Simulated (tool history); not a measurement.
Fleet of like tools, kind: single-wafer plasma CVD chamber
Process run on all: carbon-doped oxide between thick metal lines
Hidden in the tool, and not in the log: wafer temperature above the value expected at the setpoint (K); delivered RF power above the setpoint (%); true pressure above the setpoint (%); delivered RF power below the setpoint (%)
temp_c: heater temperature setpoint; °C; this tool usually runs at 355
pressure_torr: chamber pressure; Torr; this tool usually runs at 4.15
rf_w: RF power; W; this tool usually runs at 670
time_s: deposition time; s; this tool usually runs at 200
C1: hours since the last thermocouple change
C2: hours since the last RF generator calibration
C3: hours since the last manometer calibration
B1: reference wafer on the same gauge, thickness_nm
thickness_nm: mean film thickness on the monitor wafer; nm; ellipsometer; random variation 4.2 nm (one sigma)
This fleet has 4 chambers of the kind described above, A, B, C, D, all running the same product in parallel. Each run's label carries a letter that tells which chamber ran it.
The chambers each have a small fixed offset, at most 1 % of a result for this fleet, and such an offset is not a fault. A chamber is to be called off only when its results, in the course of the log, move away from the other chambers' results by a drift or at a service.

{"run": "1C", "hour": 4.2, "temp_c": 355, "pressure_torr": 4.15, "rf_w": 670, "time_s": 200, "C1": 447.1, "C2": 1169.7, "C3": 209.7, "B1": 1130.4, "thickness_nm": 1148.2}
{"run": "2D", "hour": 6.2, "temp_c": 355, "pressure_torr": 4.15, "rf_w": 670, "time_s": 200, "C1": 693.1, "C2": 148.7, "C3": 1289.6, "B1": 1129.7, "thickness_nm": 1150.5}
{"run": "3B", "hour": 10.3, "temp_c": 355, "pressure_torr": 4.15, "rf_w": 670, "time_s": 200, "C1": 1680.8, "C2": 359.3, "C3": 864.2, "B1": 1129.7, "thickness_nm": 1145.0}
{"run": "4A", "hour": 13.8, "temp_c": 355, "pressure_torr": 4.15, "rf_w": 670, "time_s": 200, "C1": 173.9, "C2": 1441.1, "C3": 651.3, "B1": 1129.5, "thickness_nm": 1142.5}
{"run": "5A", "hour": 17.3, "temp_c": 355, "pressure_torr": 4.15, "rf_w": 670, "time_s": 200, "C1": 177.4, "C2": 1444.6, "C3": 654.8, "B1": 1129.6, "thickness_nm": 1147.5}
{"run": "6B", "hour": 20.5, "temp_c": 355, "pressure_torr": 4.15, "rf_w": 670, "time_s": 200, "C1": 1691.0, "C2": 369.5, "C3": 874.4, "B1": 1130.0, "thickness_nm": 1149.3}
{"run": "7D", "hour": 24.1, "temp_c": 355, "pressure_torr": 4.15, "rf_w": 670, "time_s": 200, "C1": 711.0, "C2": 166.6, "C3": 1307.5, "B1": 1129.1, "thickness_nm": 1155.3}
{"run": "8C", "hour": 27.2, "temp_c": 355, "pressure_torr": 4.15, "rf_w": 670, "time_s": 200, "C1": 470.1, "C2": 1192.7, "C3": 232.7, "B1": 1130.2, "thickness_nm": 1159.9}
{"run": "9D", "hour": 31.8, "temp_c": 355, "pressure_torr": 4.15, "rf_w": 670, "time_s": 200, "C1": 718.7, "C2": 174.3, "C3": 1315.2, "B1": 1130.5, "thickness_nm": 1150.9}
{"run": "10A", "hour": 33.8, "temp_c": 355, "pressure_torr": 4.15, "rf_w": 670, "time_s": 200, "C1": 193.9, "C2": 1461.1, "C3": 671.3, "B1": 1130.3, "thickness_nm": 1140.5}
{"run": "11B", "hour": 35.7, "temp_c": 355, "pressure_torr": 4.15, "rf_w": 670, "time_s": 200, "C1": 1706.2, "C2": 384.7, "C3": 889.6, "B1": 1129.6, "thickness_nm": 1144.2}
{"run": "12C", "hour": 40.2, "temp_c": 355, "pressure_torr": 4.15, "rf_w": 670, "time_s": 200, "C1": 483.1, "C2": 1205.7, "C3": 245.7, "B1": 1130.1, "thickness_nm": 1151.8}
{"run": "13C", "hour": 43.9, "temp_c": 355, "pressure_torr": 4.15, "rf_w": 670, "time_s": 200, "C1": 486.8, "C2": 1209.4, "C3": 249.4, "B1": 1130.4, "thickness_nm": 1156.1}
{"run": "14A", "hour": 46.8, "temp_c": 355, "pressure_torr": 4.15, "rf_w": 670, "time_s": 200, "C1": 206.9, "C2": 1474.1, "C3": 684.3, "B1": 1129.9, "thickness_nm": 1134.8}
{"run": "15B", "hour": 49.1, "temp_c": 349, "pressure_torr": 4.15, "rf_w": 670, "time_s": 200, "C1": 1719.6, "C2": 398.1, "C3": 903.0, "B1": 1129.0, "thickness_nm": 1157.3}
{"run": "16D", "hour": 52.0, "temp_c": 349, "pressure_torr": 4.15, "rf_w": 670, "time_s": 200, "C1": 738.9, "C2": 194.5, "C3": 1335.4, "B1": 1129.5, "thickness_nm": 1170.9}
{"run": "17B", "hour": 56.4, "temp_c": 349, "pressure_torr": 4.15, "rf_w": 670, "time_s": 200, "C1": 1726.9, "C2": 405.4, "C3": 910.3, "B1": 1129.8, "thickness_nm": 1148.4}
{"run": "18C", "hour": 60.0, "temp_c": 349, "pressure_torr": 4.15, "rf_w": 670, "time_s": 200, "C1": 502.9, "C2": 1225.5, "C3": 265.5, "B1": 1129.9, "thickness_nm": 1166.9}
{"run": "19D", "hour": 63.5, "temp_c": 355, "pressure_torr": 4.15, "rf_w": 670, "time_s": 200, "C1": 750.4, "C2": 206.0, "C3": 1346.9, "B1": 1130.4, "thickness_nm": 1151.7}
{"run": "20A", "hour": 67.3, "temp_c": 355, "pressure_torr": 4.15, "rf_w": 670, "time_s": 200, "C1": 227.4, "C2": 1494.6, "C3": 704.8, "B1": 1129.0, "thickness_nm": 1150.1}
{"run": "21B", "hour": 69.7, "temp_c": 355, "pressure_torr": 4.15, "rf_w": 670, "time_s": 200, "C1": 1740.2, "C2": 418.7, "C3": 923.6, "B1": 1128.8, "thickness_nm": 1128.1}
{"run": "22A", "hour": 73.5, "temp_c": 355, "pressure_torr": 4.15, "rf_w": 670, "time_s": 200, "C1": 233.6, "C2": 1500.8, "C3": 711.0, "B1": 1129.8, "thickness_nm": 1144.2}
{"run": "23C", "hour": 77.2, "temp_c": 355, "pressure_torr": 4.15, "rf_w": 670, "time_s": 200, "C1": 520.1, "C2": 1242.7, "C3": 282.7, "B1": 1129.8, "thickness_nm": 1154.9}
{"hour": 77.9, "done": "chamber B: capacitance manometer re-zeroed and calibrated"}
{"run": "24D", "hour": 81.5, "temp_c": 355, "pressure_torr": 4.15, "rf_w": 670, "time_s": 200, "C1": 768.4, "C2": 224.0, "C3": 1364.9, "B1": 1130.6, "thickness_nm": 1144.7}
{"run": "25C", "hour": 84.6, "temp_c": 355, "pressure_torr": 4.15, "rf_w": 670, "time_s": 200, "C1": 527.5, "C2": 1250.1, "C3": 290.1, "B1": 1129.6, "thickness_nm": 1156.6}
{"run": "26A", "hour": 89.1, "temp_c": 355, "pressure_torr": 4.72, "rf_w": 670, "time_s": 200, "C1": 249.2, "C2": 1516.4, "C3": 726.6, "B1": 1130.1, "thickness_nm": 1154.1}
{"run": "27D", "hour": 93.1, "temp_c": 355, "pressure_torr": 4.72, "rf_w": 670, "time_s": 200, "C1": 780.0, "C2": 235.6, "C3": 1376.5, "B1": 1130.2, "thickness_nm": 1165.9}
{"run": "28B", "hour": 97.2, "temp_c": 355, "pressure_torr": 4.72, "rf_w": 670, "time_s": 200, "C1": 1767.7, "C2": 446.2, "C3": 19.4, "B1": 1129.9, "thickness_nm": 1124.6}
{"run": "29D", "hour": 99.3, "temp_c": 355, "pressure_torr": 4.72, "rf_w": 670, "time_s": 200, "C1": 786.2, "C2": 241.8, "C3": 1382.7, "B1": 1129.5, "thickness_nm": 1163.8}
{"run": "30A", "hour": 102.0, "temp_c": 355, "pressure_torr": 4.15, "rf_w": 670, "time_s": 200, "C1": 262.1, "C2": 1529.3, "C3": 739.5, "B1": 1129.9, "thickness_nm": 1147.4}
{"run": "31B", "hour": 105.0, "temp_c": 355, "pressure_torr": 4.15, "rf_w": 670, "time_s": 200, "C1": 1775.5, "C2": 454.0, "C3": 27.2, "B1": 1130.4, "thickness_nm": 1105.6}
{"run": "32C", "hour": 108.8, "temp_c": 355, "pressure_torr": 4.15, "rf_w": 670, "time_s": 200, "C1": 551.7, "C2": 1274.3, "C3": 314.3, "B1": 1130.7, "thickness_nm": 1153.8}

Each of the 4 chambers runs these same settings next. Fill in every chamber's results:
{"run": "33A", "hour": 112.0, "temp_c": 364, "pressure_torr": 4.15, "rf_w": 670, "time_s": 200, "thickness_nm": "?"}
{"run": "33B", "hour": 112.0, "temp_c": 364, "pressure_torr": 4.15, "rf_w": 670, "time_s": 200, "thickness_nm": "?"}
{"run": "33C", "hour": 112.0, "temp_c": 364, "pressure_torr": 4.15, "rf_w": 670, "time_s": 200, "thickness_nm": "?"}
{"run": "33D", "hour": 112.0, "temp_c": 364, "pressure_torr": 4.15, "rf_w": 670, "time_s": 200, "thickness_nm": "?"}

run=33A thickness_nm=1118.0
run=33B thickness_nm=1076.9
run=33C thickness_nm=1117.7
run=33D thickness_nm=1124.9
